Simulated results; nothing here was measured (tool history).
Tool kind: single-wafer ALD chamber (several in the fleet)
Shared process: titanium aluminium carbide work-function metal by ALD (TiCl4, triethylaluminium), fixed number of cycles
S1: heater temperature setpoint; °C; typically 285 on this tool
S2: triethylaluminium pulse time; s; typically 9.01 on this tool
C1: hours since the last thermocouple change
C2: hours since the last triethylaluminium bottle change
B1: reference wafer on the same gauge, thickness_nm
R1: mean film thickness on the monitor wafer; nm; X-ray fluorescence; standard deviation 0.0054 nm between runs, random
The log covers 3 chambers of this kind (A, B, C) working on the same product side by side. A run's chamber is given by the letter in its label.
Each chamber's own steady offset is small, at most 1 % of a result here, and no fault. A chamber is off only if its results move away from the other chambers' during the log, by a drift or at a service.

{"run": "1C", "hour": 7.0, "S1": 285, "S2": 9.01, "C1": 1600.6, "C2": 683.6, "B1": 1.8404, "R1": 1.8434}
{"run": "2B", "hour": 13.5, "S1": 285, "S2": 9.01, "C1": 337.4, "C2": 185.1, "B1": 1.8399, "R1": 1.8384}
{"run": "3A", "hour": 24.0, "S1": 285, "S2": 9.01, "C1": 189.2, "C2": 855.8, "B1": 1.8392, "R1": 1.8233}
{"run": "4B", "hour": 34.9, "S1": 285, "S2": 9.01, "C1": 358.8, "C2": 206.5, "B1": 1.8401, "R1": 1.8475}
{"run": "5A", "hour": 48.6, "S1": 285, "S2": 9.01, "C1": 213.8, "C2": 880.4, "B1": 1.8409, "R1": 1.8394}
{"run": "6C", "hour": 58.5, "S1": 285, "S2": 9.01, "C1": 1652.1, "C2": 735.1, "B1": 1.8418, "R1": 1.8411}
{"run": "7C", "hour": 70.6, "S1": 297, "S2": 11.77, "C1": 1664.2, "C2": 747.2, "B1": 1.8398, "R1": 2.0164}
{"run": "8B", "hour": 84.3, "S1": 297, "S2": 11.77, "C1": 408.2, "C2": 255.9, "B1": 1.8393, "R1": 1.9998}
{"run": "9A", "hour": 96.2, "S1": 297, "S2": 11.77, "C1": 261.4, "C2": 928.0, "B1": 1.8417, "R1": 1.9871}
{"run": "10C", "hour": 107.4, "S1": 285, "S2": 9.01, "C1": 1701.0, "C2": 784.0, "B1": 1.8402, "R1": 1.8446}
{"run": "11A", "hour": 116.9, "S1": 297, "S2": 12.15, "C1": 282.1, "C2": 948.7, "B1": 1.8398, "R1": 2.0015}
{"run": "12B", "hour": 126.9, "S1": 297, "S2": 12.15, "C1": 450.8, "C2": 298.5, "B1": 1.8402, "R1": 2.01}
{"run": "13B", "hour": 140.6, "S1": 297, "S2": 12.15, "C1": 464.5, "C2": 312.2, "B1": 1.841, "R1": 2.0136}
{"run": "14C", "hour": 150.9, "S1": 296, "S2": 6.52, "C1": 1744.5, "C2": 827.5, "B1": 1.8408, "R1": 1.8128}
{"run": "15A", "hour": 161.3, "S1": 296, "S2": 6.52, "C1": 326.5, "C2": 993.1, "B1": 1.84, "R1": 1.811}
{"run": "16B", "hour": 169.7, "S1": 296, "S2": 6.52, "C1": 493.6, "C2": 341.3, "B1": 1.84, "R1": 1.8165}
{"run": "17A", "hour": 180.9, "S1": 285, "S2": 9.01, "C1": 346.1, "C2": 1012.7, "B1": 1.8406, "R1": 1.8404}
{"run": "18C", "hour": 194.7, "S1": 285, "S2": 9.01, "C1": 1788.3, "C2": 871.3, "B1": 1.8401, "R1": 1.8546}
{"run": "19A", "hour": 204.9, "S1": 285, "S2": 9.01, "C1": 370.1, "C2": 1036.7, "B1": 1.8411, "R1": 1.8413}
{"hour": 209.3, "done": "chamber C: thermocouple changed; heater temperature recalibrated"}
{"run": "20B", "hour": 216.8, "S1": 285, "S2": 9.01, "C1": 540.7, "C2": 388.4, "B1": 1.8393, "R1": 1.8577}
{"run": "21C", "hour": 229.1, "S1": 280, "S2": 9.01, "C1": 19.8, "C2": 905.7, "B1": 1.8396, "R1": 1.8366}
{"run": "22B", "hour": 242.4, "S1": 280, "S2": 9.01, "C1": 566.3, "C2": 414.0, "B1": 1.8405, "R1": 1.8043}
{"run": "23A", "hour": 252.2, "S1": 280, "S2": 9.01, "C1": 417.4, "C2": 1084.0, "B1": 1.8395, "R1": 1.7987}
{"run": "24C", "hour": 260.7, "S1": 285, "S2": 9.01, "C1": 51.4, "C2": 937.3, "B1": 1.8393, "R1": 1.8651}
{"run": "25C", "hour": 271.2, "S1": 285, "S2": 9.01, "C1": 61.9, "C2": 947.8, "B1": 1.8412, "R1": 1.8763}
{"run": "26A", "hour": 280.2, "S1": 285, "S2": 12.5, "C1": 445.4, "C2": 1112.0, "B1": 1.8389, "R1": 1.8945}
{"run": "27B", "hour": 288.4, "S1": 285, "S2": 12.5, "C1": 612.3, "C2": 460.0, "B1": 1.8403, "R1": 1.8999}
{"run": "28A", "hour": 294.9, "S1": 285, "S2": 12.5, "C1": 460.1, "C2": 1126.7, "B1": 1.8399, "R1": 1.896}
{"run": "29C", "hour": 308.5, "S1": 285, "S2": 9.01, "C1": 99.2, "C2": 985.1, "B1": 1.8394, "R1": 1.8814}
{"run": "30B", "hour": 318.1, "S1": 285, "S2": 9.01, "C1": 642.0, "C2": 489.7, "B1": 1.8402, "R1": 1.8495}
{"run": "31B", "hour": 325.9, "S1": 285, "S2": 9.01, "C1": 649.8, "C2": 497.5, "B1": 1.8396, "R1": 1.854}

Decide between three cases: one chamber stands off from its peers, the gauge reading all wafers drifts, or nothing is wrong past each chamber's small offset. Where a chamber is off, say which and what most likely put it there.

A service on chamber C put it out of line with the rest.
Likeliest cause: wafer temperature above the value expected at the setpoint (K) = 3.75.

Which of the 4 candidates below, each the usual settings with something changed and its results left as question marks, puts chamber C back in line with what the other chambers give on the usual settings?
In-line tolerance around the mean of the other chambers on the usual settings: R1 0.0190 nm
{"run": "32C-1", "hour": 336.0, "S1": 294, "S2": 9.01, "R1": "?"}
{"run": "32C-2", "hour": 336.0, "S1": 283, "S2": 8.5, "R1": "?"}
{"run": "32C-3", "hour": 336.0, "S1": 281, "S2": 8.07, "R1": "?"}
{"run": "32C-4", "hour": 336.0, "S1": 287, "S2": 9.52, "R1": "?"}

Average result of the remaining chambers running the usual settings: R1 1.8412 nm
run=32C-1 R1=1.9556
run=32C-2 R1=1.8434
run=32C-3 R1=1.8091
run=32C-4 R1=1.9105
It is 32C-2 that realigns the chamber with its peers.

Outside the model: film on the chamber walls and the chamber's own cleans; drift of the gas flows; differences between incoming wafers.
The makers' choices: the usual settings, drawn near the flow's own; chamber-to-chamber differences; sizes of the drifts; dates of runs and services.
